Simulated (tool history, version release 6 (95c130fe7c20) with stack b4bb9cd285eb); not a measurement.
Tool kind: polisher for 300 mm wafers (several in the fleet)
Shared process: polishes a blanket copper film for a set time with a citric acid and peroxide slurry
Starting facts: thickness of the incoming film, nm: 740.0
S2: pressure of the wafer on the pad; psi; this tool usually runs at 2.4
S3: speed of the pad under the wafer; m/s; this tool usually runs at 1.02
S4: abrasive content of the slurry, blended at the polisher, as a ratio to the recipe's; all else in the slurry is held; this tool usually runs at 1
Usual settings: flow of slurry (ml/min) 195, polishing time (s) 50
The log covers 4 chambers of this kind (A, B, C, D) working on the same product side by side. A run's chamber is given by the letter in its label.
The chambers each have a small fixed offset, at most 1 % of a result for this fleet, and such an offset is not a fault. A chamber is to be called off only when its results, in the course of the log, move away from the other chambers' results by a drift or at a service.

{"day": 0.188, "done": "chamber C: worn pad replaced by a new one"}
{"run": "1C", "day": 0.304, "flow of slurry (ml/min)": 195, "S2": 2.4, "S3": 1.02, "S4": 1, "polishing time (s)": 50, "film removed (Å)": 972.53}
{"run": "2A", "day": 0.512, "flow of slurry (ml/min)": 195, "S2": 2.4, "S3": 1.02, "S4": 1, "polishing time (s)": 50, "film removed (Å)": 964.01}
{"day": 0.633, "done": "chamber D: worn pad replaced by a new one"}
{"day": 0.7, "done": "chamber B: worn pad replaced by a new one"}
{"run": "3B", "day": 0.896, "flow of slurry (ml/min)": 195, "S2": 2.4, "S3": 1.02, "S4": 1, "polishing time (s)": 50, "film removed (Å)": 949.49}
{"run": "4D", "day": 1.192, "flow of slurry (ml/min)": 195, "S2": 2.4, "S3": 1.02, "S4": 1, "polishing time (s)": 50, "film removed (Å)": 955.94}
{"day": 1.317, "done": "chamber A: worn pad replaced by a new one"}
{"run": "5B", "day": 1.496, "flow of slurry (ml/min)": 195, "S2": 2.4, "S3": 1.02, "S4": 1, "polishing time (s)": 50, "film removed (Å)": 937.15}
{"run": "6D", "day": 1.712, "flow of slurry (ml/min)": 195, "S2": 2.4, "S3": 1.02, "S4": 1, "polishing time (s)": 50, "film removed (Å)": 963.76}
{"run": "7A", "day": 1.975, "flow of slurry (ml/min)": 195, "S2": 2.4, "S3": 1.02, "S4": 1, "polishing time (s)": 50, "film removed (Å)": 947.3}
{"day": 2.217, "done": "chamber C: slurry blender recalibrated"}
{"run": "8C", "day": 2.329, "flow of slurry (ml/min)": 195, "S2": 2.4, "S3": 1.02, "S4": 1, "polishing time (s)": 50, "film removed (Å)": 968.54}
{"day": 2.425, "done": "chamber C: worn pad replaced by a new one"}
{"run": "9C", "day": 2.542, "flow of slurry (ml/min)": 195, "S2": 2.4, "S3": 1.02, "S4": 1, "polishing time (s)": 50, "film removed (Å)": 963.23}
{"run": "10D", "day": 2.779, "flow of slurry (ml/min)": 195, "S2": 1.7, "S3": 1.02, "S4": 1, "polishing time (s)": 50, "film removed (Å)": 687.31}
{"day": 2.854, "done": "chamber B: worn pad replaced by a new one"}
{"run": "11B", "day": 3.067, "flow of slurry (ml/min)": 195, "S2": 1.7, "S3": 1.02, "S4": 1, "polishing time (s)": 50, "film removed (Å)": 678.9}
{"run": "12A", "day": 3.383, "flow of slurry (ml/min)": 195, "S2": 1.7, "S3": 1.02, "S4": 1, "polishing time (s)": 50, "film removed (Å)": 696.68}
{"day": 3.638, "done": "chamber B: slurry blender recalibrated"}
{"run": "13A", "day": 3.696, "flow of slurry (ml/min)": 195, "S2": 1.7, "S3": 1.02, "S4": 1, "polishing time (s)": 50, "film removed (Å)": 683.97}
{"run": "14B", "day": 3.896, "flow of slurry (ml/min)": 195, "S2": 2.4, "S3": 1.02, "S4": 1, "polishing time (s)": 50, "film removed (Å)": 950.78}
{"day": 4.246, "done": "chamber A: worn pad replaced by a new one"}
{"run": "15C", "day": 4.296, "flow of slurry (ml/min)": 195, "S2": 2.4, "S3": 1.02, "S4": 1, "polishing time (s)": 50, "film removed (Å)": 959.02}
{"run": "16D", "day": 4.492, "flow of slurry (ml/min)": 195, "S2": 2.4, "S3": 1.02, "S4": 1, "polishing time (s)": 50, "film removed (Å)": 945.58}
{"run": "17D", "day": 4.75, "flow of slurry (ml/min)": 195, "S2": 2.4, "S3": 1.02, "S4": 1, "polishing time (s)": 50, "film removed (Å)": 977.34}
{"run": "18A", "day": 5.008, "flow of slurry (ml/min)": 195, "S2": 2.4, "S3": 1.02, "S4": 1, "polishing time (s)": 50, "film removed (Å)": 962.02}
{"day": 5.054, "done": "chamber C: worn pad replaced by a new one"}
{"day": 5.396, "done": "chamber B: worn pad replaced by a new one"}
{"run": "19C", "day": 5.408, "flow of slurry (ml/min)": 195, "S2": 2.4, "S3": 1.02, "S4": 1, "polishing time (s)": 50, "film removed (Å)": 973.09}
{"day": 5.517, "done": "chamber D: worn pad replaced by a new one"}
{"run": "20B", "day": 5.812, "flow of slurry (ml/min)": 195, "S2": 2.4, "S3": 1.02, "S4": 1, "polishing time (s)": 50, "film removed (Å)": 950.52}
{"day": 6.071, "done": "chamber D: slurry blender recalibrated"}
{"run": "21B", "day": 6.208, "flow of slurry (ml/min)": 195, "S2": 2.4, "S3": 1.02, "S4": 1, "polishing time (s)": 50, "film removed (Å)": 944.66}
{"run": "22D", "day": 6.417, "flow of slurry (ml/min)": 195, "S2": 2.4, "S3": 1.02, "S4": 1, "polishing time (s)": 50, "film removed (Å)": 955.08}
{"run": "23C", "day": 6.679, "flow of slurry (ml/min)": 195, "S2": 2.4, "S3": 1.02, "S4": 1, "polishing time (s)": 50, "film removed (Å)": 960.86}
{"day": 6.933, "done": "chamber A: worn pad replaced by a new one"}
{"run": "24A", "day": 6.983, "flow of slurry (ml/min)": 195, "S2": 2.4, "S3": 1.02, "S4": 1, "polishing time (s)": 50, "film removed (Å)": 952.92}
{"day": 7.012, "done": "chamber A: slurry blender recalibrated"}
{"run": "25C", "day": 7.283, "flow of slurry (ml/min)": 195, "S2": 2.4, "S3": 1.02, "S4": 1, "polishing time (s)": 50, "film removed (Å)": 958.77}
{"day": 7.333, "done": "chamber A: slurry nozzle cleaned"}
{"day": 7.371, "done": "chamber C: worn pad replaced by a new one"}
{"run": "26A", "day": 7.521, "flow of slurry (ml/min)": 195, "S2": 2.4, "S3": 1.02, "S4": 1, "polishing time (s)": 50, "film removed (Å)": 959.11}
{"day": 7.792, "done": "chamber B: worn pad replaced by a new one"}
{"run": "27D", "day": 7.908, "flow of slurry (ml/min)": 195, "S2": 2.4, "S3": 1.22, "S4": 1, "polishing time (s)": 50, "film removed (Å)": 1146.8}
{"run": "28B", "day": 8.188, "flow of slurry (ml/min)": 195, "S2": 2.4, "S3": 1.22, "S4": 1, "polishing time (s)": 50, "film removed (Å)": 1136.4}
{"day": 8.204, "done": "chamber B: slurry blender recalibrated"}
{"day": 8.288, "done": "chamber B: slurry nozzle cleaned"}
{"run": "29C", "day": 8.375, "flow of slurry (ml/min)": 195, "S2": 2.4, "S3": 1.22, "S4": 1, "polishing time (s)": 50, "film removed (Å)": 1165.4}
{"run": "30A", "day": 8.658, "flow of slurry (ml/min)": 195, "S2": 2.4, "S3": 1.22, "S4": 1, "polishing time (s)": 50, "film removed (Å)": 1156.5}
{"run": "31D", "day": 8.862, "flow of slurry (ml/min)": 195, "S2": 2.4, "S3": 1.02, "S4": 1, "polishing time (s)": 50, "film removed (Å)": 956.93}
{"run": "32B", "day": 9.246, "flow of slurry (ml/min)": 195, "S2": 2.4, "S3": 1.02, "S4": 1, "polishing time (s)": 50, "film removed (Å)": 952.58}
{"day": 9.383, "done": "chamber A: worn pad replaced by a new one"}
{"run": "33C", "day": 9.438, "flow of slurry (ml/min)": 195, "S2": 2.4, "S3": 1.02, "S4": 1, "polishing time (s)": 50, "film removed (Å)": 963.57}
{"day": 9.667, "done": "chamber C: worn pad replaced by a new one"}
{"run": "34D", "day": 9.742, "flow of slurry (ml/min)": 195, "S2": 2.4, "S3": 1.02, "S4": 1, "polishing time (s)": 56, "film removed (Å)": 1082.7}
{"day": 9.938, "done": "chamber B: worn pad replaced by a new one"}
{"run": "35A", "day": 10.004, "flow of slurry (ml/min)": 195, "S2": 2.4, "S3": 1.02, "S4": 1, "polishing time (s)": 56, "film removed (Å)": 1084.2}
{"run": "36B", "day": 10.246, "flow of slurry (ml/min)": 195, "S2": 2.4, "S3": 1.02, "S4": 1, "polishing time (s)": 56, "film removed (Å)": 1060.9}
{"day": 10.433, "done": "chamber D: worn pad replaced by a new one"}
{"run": "37C", "day": 10.588, "flow of slurry (ml/min)": 195, "S2": 2.4, "S3": 1.02, "S4": 1, "polishing time (s)": 56, "film removed (Å)": 1099.7}
{"run": "38B", "day": 10.858, "flow of slurry (ml/min)": 195, "S2": 2.4, "S3": 1.02, "S4": 1, "polishing time (s)": 50, "film removed (Å)": 953.06}
{"run": "39A", "day": 11.162, "flow of slurry (ml/min)": 195, "S2": 2.4, "S3": 1.02, "S4": 1, "polishing time (s)": 50, "film removed (Å)": 949.36}
{"run": "40D", "day": 11.533, "flow of slurry (ml/min)": 195, "S2": 2.4, "S3": 1.02, "S4": 1, "polishing time (s)": 50, "film removed (Å)": 967.77}
{"run": "41A", "day": 11.767, "flow of slurry (ml/min)": 195, "S2": 2.4, "S3": 1.02, "S4": 1, "polishing time (s)": 50, "film removed (Å)": 961.91}
{"run": "42B", "day": 12.15, "flow of slurry (ml/min)": 195, "S2": 3.1, "S3": 1.02, "S4": 1.2, "polishing time (s)": 50, "film removed (Å)": 1277.9}

What goes on in this fleet: one chamber off, a drifting gauge, or nothing beyond the chambers' own small offsets? Name the chamber and the cause, if any.

Neither any chamber nor the gauge drifts; the chambers differ only by their own small, steady offsets.
